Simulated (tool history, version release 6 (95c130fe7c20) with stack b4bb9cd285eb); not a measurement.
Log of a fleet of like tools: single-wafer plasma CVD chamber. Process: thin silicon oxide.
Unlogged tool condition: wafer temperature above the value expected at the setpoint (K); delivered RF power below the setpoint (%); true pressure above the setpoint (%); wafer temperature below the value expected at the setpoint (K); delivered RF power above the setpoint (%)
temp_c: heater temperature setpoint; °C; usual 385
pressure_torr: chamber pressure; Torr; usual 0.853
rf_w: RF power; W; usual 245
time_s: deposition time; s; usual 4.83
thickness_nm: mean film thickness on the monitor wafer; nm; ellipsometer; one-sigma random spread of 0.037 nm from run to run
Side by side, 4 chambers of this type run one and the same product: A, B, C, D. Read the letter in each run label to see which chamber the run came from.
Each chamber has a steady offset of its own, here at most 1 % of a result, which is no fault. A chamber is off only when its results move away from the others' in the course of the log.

run,hour,temp_c,pressure_torr,rf_w,time_s,hours since the last thermocouple change,hours since the last RF generator calibration,hours since the last manometer calibration,"read-back reference wafer on the same gauge, thickness_nm",thickness_nm
1B,14.3,385,0.853,245,4.83,1481.3,366.6,2180.6,10.386,8.6465
2D,24.2,385,0.853,245,4.83,1194,794.5,566.9,10.39,8.7924
3C,37.4,385,0.853,245,4.83,258,86.8,1209,10.376,8.7364
4A,49.9,385,0.853,245,4.83,928.7,822.8,1844,10.368,8.6964
5C,56.4,385,0.853,245,4.83,277,105.8,1228,10.384,8.6333
6B,69.8,385,0.853,245,4.83,1536.8,422.1,2236.1,10.389,8.6849
7D,82.2,385,0.853,245,4.83,1252,852.5,624.9,10.394,8.7942
# hour 92.3: chamber A: capacitance manometer re-zeroed and calibrated
8A,95.3,385,0.853,245,4.83,974.1,868.2,3,10.379,9.1876
9D,104.7,385,0.853,245,4.83,1274.5,875,647.4,10.38,8.7143
10B,117.6,396,0.853,245,4.83,1584.6,469.9,2283.9,10.382,8.5194
11A,128.6,396,0.853,245,4.83,1007.4,901.5,36.3,10.389,9.124
12C,135.8,396,0.853,245,4.83,356.4,185.2,1307.4,10.376,8.6424
13A,144.9,396,0.853,245,4.83,1023.7,917.8,52.6,10.385,9.118
14B,153.9,385,0.853,245,4.83,1620.9,506.2,2320.2,10.394,8.6574
15C,163.8,385,0.853,245,4.83,384.4,213.2,1335.4,10.374,8.7383
16D,171.7,385,0.853,245,4.83,1341.5,942,714.4,10.37,8.7171
17C,179.2,385,0.853,245,4.83,399.8,228.6,1350.8,10.377,8.6694
18D,185.8,385,0.853,245,4.83,1355.6,956.1,728.5,10.386,8.7732
19A,195.8,374,0.853,260,4.83,1074.6,968.7,103.5,10.381,9.49
20B,210.3,374,0.853,260,4.83,1677.3,562.6,2376.6,10.378,8.9046
21B,221.2,374,0.853,260,4.83,1688.2,573.5,2387.5,10.379,8.9371
22C,235.3,374,0.853,260,4.83,455.9,284.7,1406.9,10.384,9.0142
23D,249.6,385,0.853,245,4.83,1419.4,1019.9,792.3,10.388,8.7968
24A,258,385,0.853,280,4.83,1136.8,1030.9,165.7,10.384,9.8066
25D,269.8,385,0.853,280,4.83,1439.6,1040.1,812.5,10.384,9.3279
26B,278.4,385,0.853,280,4.83,1745.4,630.7,2444.7,10.373,9.1736
27A,286.3,385,0.853,280,4.83,1165.1,1059.2,194,10.375,9.8197

Does one chamber stand apart from the rest, does the shared gauge drift, or is all well apart from small per-chamber offsets? Give the chamber and the most likely cause, where there is one.

A service left chamber A off against the others.
Most likely cause: true pressure above the setpoint (%) = 6.94.

Below are 4 candidate recipes for chamber A's next run, each the usual settings with a change, their results shown as question marks. Which of them brings A's results back in line with what the other chambers give on the usual settings?
To be in line, a result may differ from the other chambers' mean on the usual settings by at most: thickness_nm 0.13 nm
28A-1,297.1,385,0.804,240,4.63,,,,,?
28A-2,297.1,385,0.826,240,4.72,,,,,?
28A-3,297.1,385,0.902,250,5.03,,,,,?
28A-4,297.1,385,0.88,250,4.94,,,,,?

Usual-settings mean across the other chambers: thickness_nm 8.7071 nm
run,thickness_nm
28A-1,8.2804
28A-2,8.6431
28A-3,10.143
28A-4,9.7495
28A-2 is the one that brings the chamber's results back in line with the other chambers.
